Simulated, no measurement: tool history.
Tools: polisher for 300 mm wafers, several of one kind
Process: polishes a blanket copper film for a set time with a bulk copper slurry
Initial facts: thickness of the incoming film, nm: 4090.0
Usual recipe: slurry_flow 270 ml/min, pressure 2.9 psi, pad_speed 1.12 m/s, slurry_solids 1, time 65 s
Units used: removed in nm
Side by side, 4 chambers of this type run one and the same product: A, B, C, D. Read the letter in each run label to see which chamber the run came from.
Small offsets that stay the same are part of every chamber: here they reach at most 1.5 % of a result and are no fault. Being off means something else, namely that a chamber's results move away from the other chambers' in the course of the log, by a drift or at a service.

run   hour  slurry_flow  pressure  pad_speed  slurry_solids  time  wafers polished on this pad  hours since the slurry nozzle was cleaned  hours since the head pressure was calibrated  hours since the slurry blender was calibrated  removed
 1C    6.5          270       2.9       1.12              1    65                          235                                       63.4                                            96                                             10    801.4
 2D   16.4          270       2.9       1.12              1    65                          452                                       97.8                                         265.6                                           41.8    801.2
 3A   30.7          270       2.9       1.12              1    65                          846                                       40.6                                         704.5                                           85.1   804.42
 4B   41.6          270       2.9       1.12              1    65                          341                                      121.3                                         158.5                                          236.3   802.39
      48.4  -- chamber A: worn pad replaced by a new one
 5D   50.3          270       2.9       1.12              1    65                          709                                      131.7                                         299.5                                           75.7   814.48
 6C   59.3          270       2.9       1.12              1    65                          635                                      116.2                                         148.8                                           62.8   804.36
      65.7  -- chamber B: worn pad replaced by a new one
 7B   73.2          270       2.9       1.12              1    65                           56                                      152.9                                         190.1                                          267.9   801.26
      73.8  -- chamber C: worn pad replaced by a new one
      81.5  -- chamber D: slurry blender recalibrated
      85.5  -- chamber D: worn pad replaced by a new one
 8A   86.3          270       2.9       1.12              1    65                          287                                       96.2                                         760.1                                          140.7   809.34
 9B   93.9          270       2.9       1.12              1    65                          213                                      173.6                                         210.8                                          288.6   794.16
10C  103.5          270       2.9       1.12              1    65                          225                                      160.4                                           193                                            107   791.59
11D  116.9          270       2.9       1.12              1    65                          238                                      198.3                                         366.1                                           35.5   823.85
12A  123.9          270       2.9       1.12              1    65                          572                                      133.8                                         797.7                                          178.3   801.47
13C  130.7          270       2.9       1.12              1    65                          431                                      187.6                                         220.2                                          134.2    801.2
14D  143.5          270       2.9       1.12            1.1    65                          439                                      224.9                                         392.7                                           62.1   836.19
     144.5  -- chamber B: worn pad replaced by a new one
     147.4  -- chamber C: slurry nozzle cleaned
     149.9  -- chamber D: slurry nozzle cleaned
15A  156.6          270       2.9       1.12            1.1    65                          820                                      166.5                                         830.4                                            211   825.41
     165.9  -- chamber A: worn pad replaced by a new one
16B  169.9          270       2.9       1.12            1.1    65                          192                                      249.6                                         286.8                                          364.6   819.32
17B  181.2          270       2.9       1.12            1.1    65                          278                                      260.9                                         298.1                                          375.9   806.83
     183.2  -- chamber C: slurry blender recalibrated
     185.4  -- chamber C: worn pad replaced by a new one
18C  188.2          270       2.9       1.12              1    65                           21                                       40.8                                         277.7                                              5   799.65
       189  -- chamber D: slurry blender recalibrated
19D  200.3          270       2.9       1.12              1    65                          870                                       50.5                                         449.5                                           11.4    844.2
     207.9  -- chamber B: head pressure recalibrated
     213.4  -- chamber B: worn pad replaced by a new one
20A    214          270       2.9       1.12              1    65                          364                                      223.9                                         887.8                                          268.4   807.62
     225.6  -- chamber D: worn pad replaced by a new one
21C  227.4          270       2.9       1.12              1    65                          318                                         80                                         316.9                                           44.2   797.97
22D  238.3          270       2.9       1.12              1    65                           96                                       88.5                                         487.5                                           49.4   841.44
23B  247.4          270       2.9       1.12              1    65                          258                                      327.1                                          39.6                                          442.1   790.06
     254.7  -- chamber B: slurry blender recalibrated
24A  258.2          270       2.9       1.12            1.1    65                          699                                      268.1                                           932                                          312.6    818.8
25D  270.7          270       2.9       1.12            1.1    65                          342                                      120.9                                         519.9                                           81.8   865.03
26A  279.1          270       2.9       1.12            1.1    65                          857                                        289                                         952.9                                          333.5   820.78
     284.2  -- chamber A: worn pad replaced by a new one
     285.8  -- chamber B: worn pad replaced by a new one
       288  -- chamber B: slurry nozzle cleaned
27C  288.6          270       2.9       1.12            1.1    65                          781                                      141.2                                         378.1                                          105.4   824.14
     297.1  -- chamber C: worn pad replaced by a new one
     297.3  -- chamber D: slurry blender recalibrated
28B  298.9          270       2.9       1.12              1    65                           99                                         11                                          91.1                                           44.3   795.24
29B  313.5          270       2.9       1.12              1    65                          210                                       25.6                                         105.7                                           58.9   800.46
     319.1  -- chamber C: slurry nozzle cleaned
30C  327.1          270       2.9       1.12              1    65                          227                                        8.1                                         416.6                                          143.9   785.23
31D  337.1          270       2.9       1.12              1    65                          845                                      187.3                                         586.3                                           39.8   862.73
32A  350.1          270       2.9       1.12              1    65                          499                                        360                                        1023.9                                          404.5      815
     355.4  -- chamber C: slurry blender recalibrated
       358  -- chamber B: worn pad replaced by a new one
33B  360.1          270       2.9       1.12              1    65                           16                                       72.2                                         152.3                                          105.5   798.34
34C  372.1          270       2.9       1.12              1    65                          568                                       53.1                                         461.6                                           16.7   797.21

Next, all 4 chambers run the settings below, one line each with question marks for the results. What does each chamber give?
35A  382.6          270       2.9       1.12              1    65                                                                                                                                                                             ?
35B  382.6          270       2.9       1.12              1    65                                                                                                                                                                             ?
35C  382.6          270       2.9       1.12              1    65                                                                                                                                                                             ?
35D  382.6          270       2.9       1.12              1    65                                                                                                                                                                             ?

run  removed
35A   804.07
35B   795.68
35C   788.51
35D   864.78
